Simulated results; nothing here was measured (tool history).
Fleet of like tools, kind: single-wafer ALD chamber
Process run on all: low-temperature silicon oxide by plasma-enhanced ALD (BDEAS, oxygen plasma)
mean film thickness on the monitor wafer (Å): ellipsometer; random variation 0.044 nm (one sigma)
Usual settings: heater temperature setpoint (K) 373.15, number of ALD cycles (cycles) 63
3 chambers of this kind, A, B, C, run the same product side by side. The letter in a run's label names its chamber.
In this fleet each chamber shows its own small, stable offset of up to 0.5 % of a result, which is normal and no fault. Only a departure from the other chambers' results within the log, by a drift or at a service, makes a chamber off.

| run | hour | heater temperature setpoint (K) | number of ALD cycles (cycles) | read-back reference wafer on the same gauge, thickness_nm | mean film thickness on the monitor wafer (Å) |
|---|---|---|---|---|---|
| 1A | 5.5 | 373.15 | 63 | 10.11 | 90.417 |
| 2C | 12.5 | 373.15 | 63 | 10.101 | 89.585 |
| 3B | 17.2 | 373.15 | 63 | 10.109 | 89.549 |
| 4A | 21.5 | 373.15 | 63 | 10.118 | 90.811 |
| 5B | 26.7 | 386.15 | 72 | 10.108 | 99.508 |
| 6C | 32.3 | 386.15 | 72 | 10.109 | 100.93 |
| 7A | 36.2 | 386.15 | 72 | 10.105 | 100.31 |
| 8C | 42.1 | 373.15 | 63 | 10.116 | 90.342 |
| 9B | 48.6 | 373.15 | 63 | 10.107 | 89.538 |
| 10A | 56.5 | 373.15 | 63 | 10.12 | 89.488 |
| 11C | 61.4 | 373.15 | 63 | 10.105 | 90.73 |
| 12B | 68.7 | 373.15 | 63 | 10.105 | 89.055 |
| 13A | 73.9 | 373.15 | 63 | 10.113 | 89.472 |
|  | 77.5 | chamber C: thermocouple changed; heater temperature recalibrated |
| 14B | 79.5 | 377.15 | 72 | 10.109 | 102.72 |
| 15C | 83.4 | 377.15 | 72 | 10.121 | 102.48 |
| 16A | 91.2 | 377.15 | 72 | 10.105 | 101.68 |
| 17C | 98.5 | 373.15 | 63 | 10.108 | 90.345 |
| 18B | 102.7 | 365.15 | 56 | 10.103 | 82.465 |
| 19B | 106.7 | 365.15 | 56 | 10.108 | 82.006 |
| 20A | 111.7 | 365.15 | 56 | 10.119 | 81.448 |
| 21C | 118.6 | 373.15 | 63 | 10.117 | 89.669 |
| 22A | 123.5 | 373.15 | 63 | 10.115 | 89.974 |
| 23C | 131.3 | 373.15 | 63 | 10.127 | 90.012 |
| 24B | 136.3 | 373.15 | 63 | 10.115 | 89.291 |
| 25B | 141.9 | 359.15 | 71 | 10.124 | 105.96 |
| 26C | 145.4 | 359.15 | 71 | 10.112 | 106.14 |
| 27A | 152.7 | 359.15 | 71 | 10.097 | 105.37 |
| 28C | 156.8 | 373.15 | 63 | 10.103 | 90.756 |
| 29A | 161.9 | 373.15 | 63 | 10.118 | 89.64 |
| 30B | 165.6 | 373.15 | 63 | 10.096 | 89.847 |
| 31A | 169.4 | 373.15 | 63 | 10.107 | 90.004 |
| 32B | 177.4 | 373.15 | 63 | 10.12 | 89.906 |
| 33C | 182.7 | 373.15 | 63 | 10.106 | 90.037 |
| 34A | 190 | 373.15 | 63 | 10.116 | 89.89 |
| 35B | 196.7 | 373.15 | 63 | 10.106 | 89.653 |
| 36C | 202.7 | 373.15 | 63 | 10.109 | 89.856 |
| 37A | 209 | 373.15 | 63 | 10.101 | 89.87 |
| 38C | 216.4 | 373.15 | 63 | 10.116 | 90.042 |
| 39B | 220.6 | 373.15 | 63 | 10.106 | 89.793 |
| 40B | 227.6 | 373.15 | 63 | 10.119 | 90.907 |
| 41A | 231.6 | 373.15 | 63 | 10.116 | 89.652 |
| 42C | 236.5 | 373.15 | 63 | 10.097 | 89.977 |
| 43C | 241.4 | 373.15 | 63 | 10.105 | 90.39 |

Does one chamber stand apart from the rest, does the shared gauge drift, or is all well apart from small per-chamber offsets? Give the chamber and the most likely cause, where there is one.

No chamber is off and the gauge is stable; the differences are just each chamber's small, constant offset.

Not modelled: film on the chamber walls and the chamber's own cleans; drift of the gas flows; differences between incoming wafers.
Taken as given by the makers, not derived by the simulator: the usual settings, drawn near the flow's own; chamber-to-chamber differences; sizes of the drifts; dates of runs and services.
